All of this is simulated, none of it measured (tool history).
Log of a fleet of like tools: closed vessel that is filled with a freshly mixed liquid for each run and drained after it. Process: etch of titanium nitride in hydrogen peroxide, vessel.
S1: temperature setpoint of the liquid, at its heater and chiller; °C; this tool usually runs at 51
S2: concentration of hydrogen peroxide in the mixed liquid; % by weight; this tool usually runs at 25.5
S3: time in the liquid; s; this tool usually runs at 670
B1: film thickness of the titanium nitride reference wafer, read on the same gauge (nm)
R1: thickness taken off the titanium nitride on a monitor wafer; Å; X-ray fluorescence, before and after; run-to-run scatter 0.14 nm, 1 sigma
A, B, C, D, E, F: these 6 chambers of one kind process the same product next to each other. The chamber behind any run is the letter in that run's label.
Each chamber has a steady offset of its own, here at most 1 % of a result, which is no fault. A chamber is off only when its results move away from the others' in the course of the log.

run 1E hour=4.4 | S1=51 S2=25.5 S3=670 | B1=99.989 | R1=408.90
run 2D hour=6.9 | S1=51 S2=25.5 S3=670 | B1=100.020 | R1=409.05
run 3A hour=10.7 | S1=51 S2=25.5 S3=670 | B1=99.957 | R1=408.59
run 4B hour=13.9 | S1=51 S2=25.5 S3=670 | B1=99.986 | R1=402.94
run 5F hour=18.9 | S1=51 S2=25.5 S3=670 | B1=99.983 | R1=407.14
-- hour=21.7 chamber A: thermometer replaced
run 6C hour=21.9 | S1=51 S2=25.5 S3=670 | B1=100.040 | R1=407.05
run 7B hour=24.2 | S1=51 S2=25.5 S3=670 | B1=100.000 | R1=402.04
run 8E hour=26.7 | S1=51 S2=21.5 S3=670 | B1=99.957 | R1=395.86
run 9D hour=31.1 | S1=51 S2=21.5 S3=670 | B1=99.962 | R1=395.22
run 10A hour=33.8 | S1=51 S2=21.5 S3=670 | B1=99.981 | R1=395.92
run 11F hour=38.8 | S1=51 S2=21.5 S3=670 | B1=99.992 | R1=393.03
run 12C hour=41.3 | S1=51 S2=21.5 S3=670 | B1=99.971 | R1=392.60
run 13C hour=44.1 | S1=51 S2=21.5 S3=670 | B1=100.020 | R1=395.39
run 14F hour=48.3 | S1=51 S2=30.0 S3=670 | B1=99.980 | R1=425.18
run 15A hour=51.9 | S1=51 S2=30.0 S3=670 | B1=100.010 | R1=426.55
run 16B hour=54.8 | S1=51 S2=30.0 S3=670 | B1=100.000 | R1=418.89
run 17E hour=59.3 | S1=51 S2=30.0 S3=670 | B1=99.990 | R1=425.52
run 18D hour=61.7 | S1=51 S2=30.0 S3=670 | B1=99.972 | R1=425.27
run 19A hour=65.0 | S1=51 S2=30.0 S3=670 | B1=100.010 | R1=425.72
run 20B hour=69.9 | S1=51 S2=25.5 S3=670 | B1=100.000 | R1=402.75
run 21D hour=74.5 | S1=51 S2=25.5 S3=670 | B1=100.030 | R1=408.63
run 22F hour=78.8 | S1=51 S2=25.5 S3=670 | B1=99.984 | R1=413.87
run 23E hour=81.7 | S1=51 S2=30.0 S3=670 | B1=100.010 | R1=423.85
run 24C hour=85.2 | S1=51 S2=30.0 S3=670 | B1=99.989 | R1=422.25
run 25F hour=89.9 | S1=51 S2=30.0 S3=670 | B1=99.983 | R1=428.44
run 26C hour=93.7 | S1=51 S2=30.0 S3=670 | B1=99.987 | R1=422.51
run 27E hour=98.4 | S1=51 S2=30.0 S3=670 | B1=100.030 | R1=424.74
run 28A hour=101.3 | S1=51 S2=30.0 S3=670 | B1=100.000 | R1=425.24
run 29B hour=103.8 | S1=51 S2=25.5 S3=670 | B1=99.954 | R1=402.72
run 30D hour=107.0 | S1=51 S2=25.5 S3=855 | B1=99.991 | R1=524.61
run 31D hour=111.3 | S1=51 S2=25.5 S3=855 | B1=99.965 | R1=524.03
run 32F hour=114.9 | S1=51 S2=25.5 S3=855 | B1=100.010 | R1=534.73
run 33A hour=117.5 | S1=51 S2=25.5 S3=855 | B1=100.000 | R1=525.49
run 34C hour=120.8 | S1=51 S2=25.5 S3=855 | B1=100.040 | R1=523.51
run 35B hour=125.4 | S1=51 S2=25.5 S3=855 | B1=100.030 | R1=512.78
run 36E hour=128.9 | S1=51 S2=25.5 S3=670 | B1=100.020 | R1=409.89
run 37E hour=133.5 | S1=51 S2=25.5 S3=670 | B1=99.985 | R1=410.48
run 38A hour=137.5 | S1=51 S2=25.5 S3=670 | B1=99.982 | R1=409.72
run 39C hour=140.8 | S1=51 S2=25.5 S3=670 | B1=99.996 | R1=409.92
-- hour=141.2 chamber F: new drum of peroxide connected
run 40F hour=143.2 | S1=51 S2=25.5 S3=670 | B1=100.000 | R1=426.34
run 41D hour=147.1 | S1=51 S2=25.5 S3=670 | B1=99.965 | R1=411.49
run 42B hour=151.3 | S1=51 S2=25.5 S3=670 | B1=99.984 | R1=402.86
run 43D hour=154.5 | S1=51 S2=25.5 S3=670 | B1=100.020 | R1=408.95
run 44F hour=158.8 | S1=51 S2=25.5 S3=670 | B1=100.020 | R1=429.06

Is one chamber out of step, is the gauge drifting, or do the chambers differ by no more than their own small offsets? For an off chamber, give its letter and the likeliest cause.

One chamber, F, drifts off from the rest bit by bit.
Most likely cause: liquid hotter than its thermometer reads (K) = 0.688.

Below are 4 candidate recipes for chamber F's next run, each the usual settings with a change, their results shown as question marks. Which of them brings F's results back in line with what the other chambers give on the usual settings?
In line here means within this much of the mean the other chambers give on the usual settings: R1 4.80 Å
run 45F-1 hour=162.5 | S1=51 S2=25.5 S3=705 | R1=?
run 45F-2 hour=162.5 | S1=51 S2=23.0 S3=670 | R1=?
run 45F-3 hour=162.5 | S1=51 S2=28.0 S3=670 | R1=?
run 45F-4 hour=162.5 | S1=51 S2=25.5 S3=635 | R1=?

Other chambers, usual settings, mean: R1 408.45 Å
run=45F-1 R1=451.90
run=45F-2 R1=419.92
run=45F-3 R1=438.37
run=45F-4 R1=407.03
The answer is 45F-4, which returns the chamber to within the allowed miss of the others.

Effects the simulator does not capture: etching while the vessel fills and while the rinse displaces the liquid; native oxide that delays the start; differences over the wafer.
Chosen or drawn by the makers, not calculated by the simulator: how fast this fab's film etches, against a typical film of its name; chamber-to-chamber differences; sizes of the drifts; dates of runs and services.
